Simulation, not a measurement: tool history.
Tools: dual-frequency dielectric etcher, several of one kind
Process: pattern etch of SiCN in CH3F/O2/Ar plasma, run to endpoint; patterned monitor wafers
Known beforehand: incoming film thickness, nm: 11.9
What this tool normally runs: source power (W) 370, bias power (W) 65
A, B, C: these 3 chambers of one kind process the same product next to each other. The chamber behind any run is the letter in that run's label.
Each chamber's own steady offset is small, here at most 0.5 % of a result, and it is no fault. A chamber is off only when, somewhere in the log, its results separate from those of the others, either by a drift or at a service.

run	hour	source power (W)	bias power (W)	hours since the last wet clean	hours since the last source power generator calibration	hours since the last bias power generator calibration	endpoint time (s)
1C	4.5	370	65	405.5	86	1391.1	33.867
2A	10.2	370	65	326.7	148	3220.7	33.939
3B	15	370	65	504.1	151.9	2701.8	33.635
4B	19.4	370	65	508.5	156.3	2706.2	33.656
5C	27.3	370	65	428.3	108.8	1413.9	33.541
6A	32.7	430	79	349.2	170.5	3243.2	29.89
# hour 33.3: chamber B: wet clean of the chamber
7C	39.4	430	79	440.4	120.9	1426	29.906
8B	44.9	430	79	11.7	181.8	2731.7	29.598
9A	53.5	370	65	370	191.3	3264	33.933
10B	59.7	370	65	26.5	196.6	2746.5	33.74
11A	65.9	370	65	382.4	203.7	3276.4	34.219
12C	69.8	370	65	470.8	151.3	1456.4	33.582
13C	77.4	370	65	478.4	158.9	1464	33.39
# hour 78.7: chamber C: wet clean of the chamber
14A	84.2	370	65	400.7	222	3294.7	33.964
# hour 88.2: chamber A: wet clean of the chamber
15B	91.3	410	65	58.1	228.2	2778.1	31.912
16C	96.6	410	65	17.9	178.1	1483.2	32.295
17B	103.2	410	65	70	240.1	2790	32.644
18A	108.2	370	65	20.1	246	3318.7	35.074
19B	115.4	310	52	82.2	252.3	2802.2	39.258
20A	121.5	310	52	33.4	259.3	3332	40.92
21C	126.5	310	52	47.8	208	1513.1	39.279
22B	130.5	370	65	97.3	267.4	2817.3	33.775
23C	134.5	370	65	55.8	216	1521.1	33.73
24A	143.3	370	65	55.2	281.1	3353.8	35.223
25A	148.7	370	65	60.6	286.5	3359.2	35.27
26C	154.9	370	65	76.2	236.4	1541.5	33.544
27B	163	370	65	129.8	299.9	2849.8	33.599
28B	171.9	370	65	138.7	308.8	2858.7	34.077
29C	177.9	370	60	99.2	259.4	1564.5	34.872
30A	183	370	60	94.9	320.8	3393.5	36.067
31C	191.2	370	60	112.5	272.7	1577.8	34.469
32B	199.7	370	65	166.5	336.6	2886.5	33.917
33A	204.3	370	65	116.2	342.1	3414.8	35.269
34C	213.3	370	65	134.6	294.8	1599.9	33.48
35A	220.3	440	65	132.2	358.1	3430.8	32.828
36B	226.9	440	65	193.7	363.8	2913.7	30.868
37C	235.6	440	65	156.9	317.1	1622.2	31.743
38B	241	320	65	207.8	377.9	2927.8	35.341
39A	245.3	320	65	157.2	383.1	3455.8	37.16

One chamber off, gauge drift, or nothing amiss beyond the chambers' own small offsets? If it is a chamber, which one, and what is the likeliest cause?

The work done on chamber A during a service left it standing apart from the others.
Most likely cause: etch rate under this chamber's usual, % = 3.81.

Below are 4 candidate recipes for chamber A's next run, each the usual settings with a change, their results shown as question marks. Which of them brings A's results back in line with what the other chambers give on the usual settings?
To be in line, a result may differ from the other chambers' mean on the usual settings by at most: endpoint time (s) 0.8
40A-1	251.8	280	65				?
40A-2	251.8	420	65				?
40A-3	251.8	430	75				?
40A-4	251.8	340	61				?

What the other chambers average on the usual settings: endpoint time (s) 33.647
run	endpoint time (s)
40A-1	39.25
40A-2	33.626
40A-3	31.7
40A-4	37.267
40A-2 is the one that brings the chamber's results back in line with the other chambers.
